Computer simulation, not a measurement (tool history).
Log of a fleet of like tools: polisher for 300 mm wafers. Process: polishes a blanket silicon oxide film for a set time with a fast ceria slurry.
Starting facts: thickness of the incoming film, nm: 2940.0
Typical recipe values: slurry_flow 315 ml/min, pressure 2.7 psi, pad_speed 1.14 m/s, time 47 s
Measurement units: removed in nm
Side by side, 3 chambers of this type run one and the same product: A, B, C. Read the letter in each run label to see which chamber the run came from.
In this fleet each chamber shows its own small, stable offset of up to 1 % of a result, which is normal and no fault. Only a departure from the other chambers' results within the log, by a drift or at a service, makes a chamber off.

run,day,slurry_flow,pressure,pad_speed,time,removed
1C,0.408,315,2.7,1.14,47,716.06
# day 0.579: chamber A: worn pad replaced by a new one
2A,0.700,315,2.7,1.14,47,710.04
# day 1.025: chamber C: worn pad replaced by a new one
3B,1.029,315,2.7,1.14,47,720.23
4A,1.229,315,2.7,1.14,47,718.18
# day 1.571: chamber B: worn pad replaced by a new one
5C,1.662,315,2.7,1.14,47,719.40
6B,1.988,315,2.7,1.14,47,727.16
7A,2.321,315,2.7,1.14,47,716.91
8B,2.704,315,3.5,1.14,47,937.22
9C,2.979,315,3.5,1.14,47,939.72
# day 3.188: chamber C: slurry nozzle cleaned
10C,3.225,315,3.5,1.14,47,935.67
# day 3.238: chamber C: worn pad replaced by a new one
11B,3.542,315,2.7,1.14,47,729.26
12A,3.925,315,2.7,1.14,47,708.33
# day 4.158: chamber B: worn pad replaced by a new one
13C,4.212,315,2.7,1.14,47,721.84
# day 4.246: chamber A: slurry nozzle cleaned
14B,4.475,315,2.7,1.14,47,718.72
# day 4.667: chamber A: worn pad replaced by a new one
15A,4.908,315,2.7,1.14,47,709.59
16B,5.167,315,2.7,1.14,47,706.98
# day 5.358: chamber C: worn pad replaced by a new one
17A,5.388,315,2.7,1.14,47,703.63
18C,5.779,315,2.7,1.14,47,734.40
19A,5.983,315,2.7,1.14,47,702.02
20C,6.317,315,2.7,1.14,47,714.30
21B,6.638,315,2.7,1.14,47,721.55
# day 6.679: chamber B: worn pad replaced by a new one
22A,6.950,315,2.7,1.14,47,713.91
# day 7.117: chamber A: head pressure recalibrated
23B,7.329,315,2.7,1.14,47,716.63
# day 7.488: chamber C: worn pad replaced by a new one
24C,7.554,315,2.7,1.14,47,717.13
25A,7.821,315,2.7,1.14,47,715.40
26C,8.046,315,2.7,1.14,47,718.86
27B,8.325,315,2.7,1.14,47,720.58
# day 8.621: chamber A: worn pad replaced by a new one
28C,8.662,315,2.7,1.14,47,723.66
29A,8.925,385,2.7,1.14,53,819.98
30B,9.283,385,2.7,1.14,53,825.46
# day 9.475: chamber B: worn pad replaced by a new one
31C,9.483,385,2.7,1.14,53,826.00
# day 9.538: chamber C: worn pad replaced by a new one
32A,9.829,315,2.7,1.14,47,707.83
33B,10.196,315,2.7,1.14,47,721.28
34C,10.429,315,2.7,1.14,32,496.73
35B,10.671,315,2.7,1.14,32,489.23
36A,10.892,315,2.7,1.14,32,479.67
37B,11.175,315,2.7,1.14,47,733.56
38A,11.438,315,2.7,1.14,47,717.12
39C,11.654,315,2.7,1.14,47,715.57
# day 11.808: chamber B: worn pad replaced by a new one
40B,12.033,315,2.7,1.14,47,717.64

Does one chamber stand apart from the rest, does the shared gauge drift, or is all well apart from small per-chamber offsets? Give the chamber and the most likely cause, where there is one.

No chamber is off and the gauge is stable; the differences are just each chamber's small, constant offset.

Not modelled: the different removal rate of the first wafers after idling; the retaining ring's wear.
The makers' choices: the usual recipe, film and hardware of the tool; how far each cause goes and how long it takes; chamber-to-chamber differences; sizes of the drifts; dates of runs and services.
